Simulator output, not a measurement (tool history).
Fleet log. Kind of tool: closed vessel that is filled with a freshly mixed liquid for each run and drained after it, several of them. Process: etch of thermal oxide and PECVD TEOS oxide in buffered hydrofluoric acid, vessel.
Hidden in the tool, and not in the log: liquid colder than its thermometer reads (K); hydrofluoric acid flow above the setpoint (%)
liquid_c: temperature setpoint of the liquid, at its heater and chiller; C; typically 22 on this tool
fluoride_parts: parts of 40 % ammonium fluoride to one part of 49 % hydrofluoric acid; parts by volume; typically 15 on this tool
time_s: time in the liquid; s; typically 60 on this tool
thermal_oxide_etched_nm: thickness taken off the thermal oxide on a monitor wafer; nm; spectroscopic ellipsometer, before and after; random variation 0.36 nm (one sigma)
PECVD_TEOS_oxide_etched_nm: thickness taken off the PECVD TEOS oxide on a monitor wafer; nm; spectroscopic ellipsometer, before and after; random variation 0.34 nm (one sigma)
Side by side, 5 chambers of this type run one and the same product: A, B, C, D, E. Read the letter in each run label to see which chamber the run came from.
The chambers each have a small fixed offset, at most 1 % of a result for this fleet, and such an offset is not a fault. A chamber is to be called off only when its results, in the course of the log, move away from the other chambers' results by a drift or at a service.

run	hour	liquid_c	fluoride_parts	time_s	hours since the thermometer was replaced	hours since the hydrofluoric acid flow meter was replaced	read-back film thickness of the thermal oxide reference wafer, read on the same gauge (nm)	read-back film thickness of the PECVD TEOS oxide reference wafer, read on the same gauge (nm)	thermal_oxide_etched_nm	PECVD_TEOS_oxide_etched_nm
1B	9.2	22	15	60	473.7	1627.6	139.99	59.978	40.652	62.379
2C	21.1	22	15	60	192.4	1549.1	140.01	60.006	40.653	62.861
3E	30.9	22	15	60	1931.8	197.5	140.02	59.963	40.308	62.806
4A	37.7	22	15	60	720.4	1737.2	139.98	60.013	40.567	63.18
5D	49.2	22	15	60	1379.2	1499.3	140.01	59.947	40.868	62.177
# hour 50: chamber B: hydrofluoric acid flow meter replaced
6E	60.8	22	15	60	1961.7	227.4	140.01	59.978	39.787	62.44
7D	70.6	22	15	60	1400.6	1520.7	139.99	60.022	40.726	63.215
8C	79.8	22	15	60	251.1	1607.8	139.99	59.986	41.265	63.302
9B	88.3	22	15	60	552.8	38.4	140	59.984	41.142	62.46
10A	98.2	22	15	60	780.9	1797.7	140.03	60.037	41.029	63.632
11D	111	22	15	60	1441	1561.1	140	60.022	41.206	63.031
12A	120.4	22	15	60	803.1	1819.9	139.99	59.967	40.709	63.552
13C	131.7	22	15	60	303	1659.7	140.01	59.998	40.587	63.079
14B	144.4	22	15	60	608.9	94.5	139.96	59.986	40.757	62.219
# hour 146.2: chamber D: thermometer replaced
15E	158.2	22	15	60	2059.1	324.8	140.03	59.985	40.082	63.29
16C	171	22	15	60	342.3	1699	140	60.011	40.685	62.367
17A	177.9	22	15	60	860.6	1877.4	140.01	59.95	40.95	64.036
18E	191.8	22	15	60	2092.7	358.4	140.02	60.021	40.669	62.677
19B	201.1	22	15	60	665.6	151.2	140.01	59.964	40.479	62.725
20D	210.6	20	15	60	64.4	1660.7	140.01	60.024	36.388	56.012
21B	217.2	20	15	60	681.7	167.3	139.97	59.991	36.075	55.871
22E	229.8	20	15	60	2130.7	396.4	139.97	60	36.523	56.423
# hour 235.2: chamber E: thermometer replaced
23C	238.1	20	15	60	409.4	1766.1	139.98	59.983	36.656	56.565
# hour 246.6: chamber D: hydrofluoric acid flow meter replaced
24A	246.6	20	15	60	929.3	1946.1	140.01	59.966	36.622	56.88
25D	257	22	15	60	110.8	10.5	140.02	59.98	40.199	62.961
# hour 264.7: chamber C: hydrofluoric acid flow meter replaced
26D	267.6	22	15	60	121.4	21.1	139.97	60.005	40.72	62.382
27E	278.8	22	15	60	43.7	445.4	139.98	60.011	40.566	62.547
28C	289.6	22	11	90	460.9	25	140	60.024	83.49	126.92
29A	300.4	22	11	90	983.1	1999.9	139.98	60.004	83.087	130.04
30B	306.7	22	11	90	771.2	256.8	140.01	59.98	80.833	125.62
31D	314.1	22	11	90	167.9	67.6	140.01	60.015	81.632	127.11
32C	320.6	22	11	90	491.9	56	140.01	60.049	83.297	128.16
33E	328.7	22	15	60	93.6	495.3	139.99	60.029	40.987	62.496
34B	338.5	22	15	60	803	288.6	140	60.013	41.213	61.931
35A	345.9	22	15	60	1028.6	2045.4	140.01	60.016	40.51	63.017
36B	358.7	19.5	19.5	60	823.2	308.8	139.98	60.012	27.919	42.156
37E	370.6	19.5	19.5	60	135.5	537.2	139.99	60.028	26.98	42.116
38D	380.3	19.5	19.5	60	234.1	133.8	140	60.014	27.266	42.193
39C	388.2	19.5	19.5	60	559.5	123.6	140.01	59.97	27.119	42.654
40A	396.4	19.5	19.5	60	1079.1	2095.9	139.99	60.021	27.041	42.147
# hour 404.8: chamber A: hydrofluoric acid flow meter replaced
41E	407.5	22	15	60	172.4	574.1	140.03	60.014	40.417	62.762
42B	415.6	22	15	60	880.1	365.7	140.01	60.036	41.483	61.959
43A	428.7	22	15	60	1111.4	23.9	140	60.011	40.696	63.427

One chamber off, gauge drift, or nothing amiss beyond the chambers' own small offsets? If it is a chamber, which one, and what is the likeliest cause?

Nothing is wrong: each chamber keeps only its own small, steady offset and the gauge holds still.
